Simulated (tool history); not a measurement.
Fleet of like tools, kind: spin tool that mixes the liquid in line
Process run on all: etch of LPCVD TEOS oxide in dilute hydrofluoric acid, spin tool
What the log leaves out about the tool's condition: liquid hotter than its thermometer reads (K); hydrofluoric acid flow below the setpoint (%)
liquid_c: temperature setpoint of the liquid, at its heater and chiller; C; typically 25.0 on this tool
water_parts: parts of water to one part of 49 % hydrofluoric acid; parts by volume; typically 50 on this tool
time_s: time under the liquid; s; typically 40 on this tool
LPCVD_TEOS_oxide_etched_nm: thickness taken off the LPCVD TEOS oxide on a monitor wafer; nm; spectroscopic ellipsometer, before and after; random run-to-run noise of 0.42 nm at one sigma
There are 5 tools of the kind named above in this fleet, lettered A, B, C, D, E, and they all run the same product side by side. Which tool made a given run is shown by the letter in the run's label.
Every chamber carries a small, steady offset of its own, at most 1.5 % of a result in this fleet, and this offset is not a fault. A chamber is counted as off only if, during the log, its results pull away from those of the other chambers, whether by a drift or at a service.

| run | hour | liquid_c | water_parts | time_s | hours since the thermometer was replaced | hours since the hydrofluoric acid flow meter was replaced | read-back film thickness of the LPCVD TEOS oxide reference wafer, read on the same gauge (nm) | LPCVD_TEOS_oxide_etched_nm |
|---|---|---|---|---|---|---|---|---|
| 1D | 2.6 | 25.0 | 50 | 40 | 740.3 | 432.5 | 130.00 | 44.057 |
| 2A | 5.4 | 25.0 | 50 | 40 | 2079.0 | 1008.8 | 129.99 | 44.855 |
| 3E | 8.4 | 25.0 | 50 | 40 | 951.2 | 417.1 | 130.00 | 44.015 |
| 4C | 11.2 | 25.0 | 50 | 40 | 1388.3 | 1306.1 | 129.99 | 43.142 |
| 5B | 13.6 | 25.0 | 50 | 40 | 326.7 | 317.9 | 129.98 | 44.563 |
| 6A | 17.5 | 25.0 | 50 | 40 | 2091.1 | 1020.9 | 130.01 | 44.036 |
| 7C | 20.7 | 25.0 | 50 | 40 | 1397.8 | 1315.6 | 130.02 | 43.575 |
| 8D | 25.6 | 25.0 | 50 | 40 | 763.3 | 455.5 | 130.00 | 44.878 |
| 9B | 29.6 | 20.5 | 50 | 55 | 342.7 | 333.9 | 129.99 | 51.603 |
| 10E | 32.8 | 20.5 | 50 | 55 | 975.6 | 441.5 | 129.99 | 49.929 |
| 11C | 35.3 | 20.5 | 50 | 55 | 1412.4 | 1330.2 | 130.03 | 50.083 |
| 12A | 39.9 | 20.5 | 50 | 55 | 2113.5 | 1043.3 | 130.00 | 50.234 |
| 13E | 44.8 | 20.5 | 50 | 55 | 987.6 | 453.5 | 130.00 | 50.308 |
| 14B | 48.6 | 25.0 | 50 | 40 | 361.7 | 352.9 | 129.97 | 44.396 |
| 15D | 53.6 | 25.0 | 50 | 40 | 791.3 | 483.5 | 130.00 | 44.478 |
| 16C | 55.9 | 25.0 | 50 | 40 | 1433.0 | 1350.8 | 130.02 | 44.269 |
| 17D | 58.4 | 25.0 | 50 | 40 | 796.1 | 488.3 | 129.98 | 44.207 |
| 18A | 61.7 | 25.0 | 50 | 40 | 2135.3 | 1065.1 | 130.03 | 44.435 |
| 19E | 65.9 | 25.0 | 50 | 40 | 1008.7 | 474.6 | 130.01 | 43.795 |
| 20B | 69.4 | 25.0 | 50 | 40 | 382.5 | 373.7 | 129.99 | 44.106 |
| 21A | 71.9 | 25.0 | 50 | 25 | 2145.5 | 1075.3 | 130.01 | 26.990 |
| 22C | 76.7 | 25.0 | 50 | 25 | 1453.8 | 1371.6 | 130.00 | 26.813 |
| 23D | 79.4 | 25.0 | 50 | 25 | 817.1 | 509.3 | 130.01 | 27.280 |
| 24E | 84.3 | 25.0 | 50 | 25 | 1027.1 | 493.0 | 130.02 | 27.375 |
| 25B | 87.1 | 25.0 | 50 | 25 | 400.2 | 391.4 | 130.00 | 27.499 |
| 26D | 90.4 | 25.0 | 50 | 40 | 828.1 | 520.3 | 129.99 | 43.332 |
| 27E | 93.5 | 25.0 | 50 | 40 | 1036.3 | 502.2 | 129.98 | 43.815 |
| 28B | 97.1 | 29.5 | 50 | 40 | 410.2 | 401.4 | 130.00 | 52.598 |
| 29A | 99.4 | 29.5 | 50 | 40 | 2173.0 | 1102.8 | 130.01 | 52.987 |
| 30C | 102.7 | 29.5 | 50 | 40 | 1479.8 | 1397.6 | 129.98 | 52.909 |
| 31A | 106.3 | 29.5 | 50 | 40 | 2179.9 | 1109.7 | 130.02 | 51.698 |
| 32E | 110.1 | 29.5 | 50 | 40 | 1052.9 | 518.8 | 130.03 | 52.123 |
| 33B | 114.4 | 25.0 | 50 | 40 | 427.5 | 418.7 | 130.01 | 43.962 |
| 34C | 118.3 | 25.0 | 50 | 40 | 1495.4 | 1413.2 | 129.98 | 43.605 |
| 35D | 122.3 | 21.0 | 50 | 40 | 860.0 | 552.2 | 130.00 | 35.725 |
|  | 122.8 | chamber B: hydrofluoric acid flow meter replaced |
| 36A | 125.3 | 21.0 | 50 | 40 | 2198.9 | 1128.7 | 130.01 | 37.799 |
| 37E | 127.9 | 21.0 | 50 | 40 | 1070.7 | 536.6 | 130.01 | 37.363 |
| 38D | 130.8 | 21.0 | 50 | 40 | 868.5 | 560.7 | 130.01 | 34.948 |
| 39C | 135.2 | 21.0 | 50 | 40 | 1512.3 | 1430.1 | 129.98 | 37.044 |
| 40B | 138.9 | 25.0 | 50 | 40 | 452.0 | 16.1 | 130.01 | 43.974 |
| 41A | 143.4 | 25.0 | 50 | 40 | 2217.0 | 1146.8 | 130.01 | 43.998 |
| 42D | 148.1 | 29.0 | 50 | 60 | 885.8 | 578.0 | 130.00 | 72.041 |
| 43B | 153.1 | 29.0 | 50 | 60 | 466.2 | 30.3 | 130.01 | 78.492 |
| 44E | 157.1 | 29.0 | 50 | 60 | 1099.9 | 565.8 | 129.99 | 78.181 |

All 5 chambers run these settings next. Forecast each chamber's results:
| 45A | 160.8 | 25.0 | 50 | 50 |  |  |  | ? |
| 45B | 160.8 | 25.0 | 50 | 50 |  |  |  | ? |
| 45C | 160.8 | 25.0 | 50 | 50 |  |  |  | ? |
| 45D | 160.8 | 25.0 | 50 | 50 |  |  |  | ? |
| 45E | 160.8 | 25.0 | 50 | 50 |  |  |  | ? |

| run | LPCVD_TEOS_oxide_etched_nm |
|---|---|
| 45A | 54.300 |
| 45B | 56.320 |
| 45C | 54.383 |
| 45D | 50.705 |
| 45E | 54.082 |

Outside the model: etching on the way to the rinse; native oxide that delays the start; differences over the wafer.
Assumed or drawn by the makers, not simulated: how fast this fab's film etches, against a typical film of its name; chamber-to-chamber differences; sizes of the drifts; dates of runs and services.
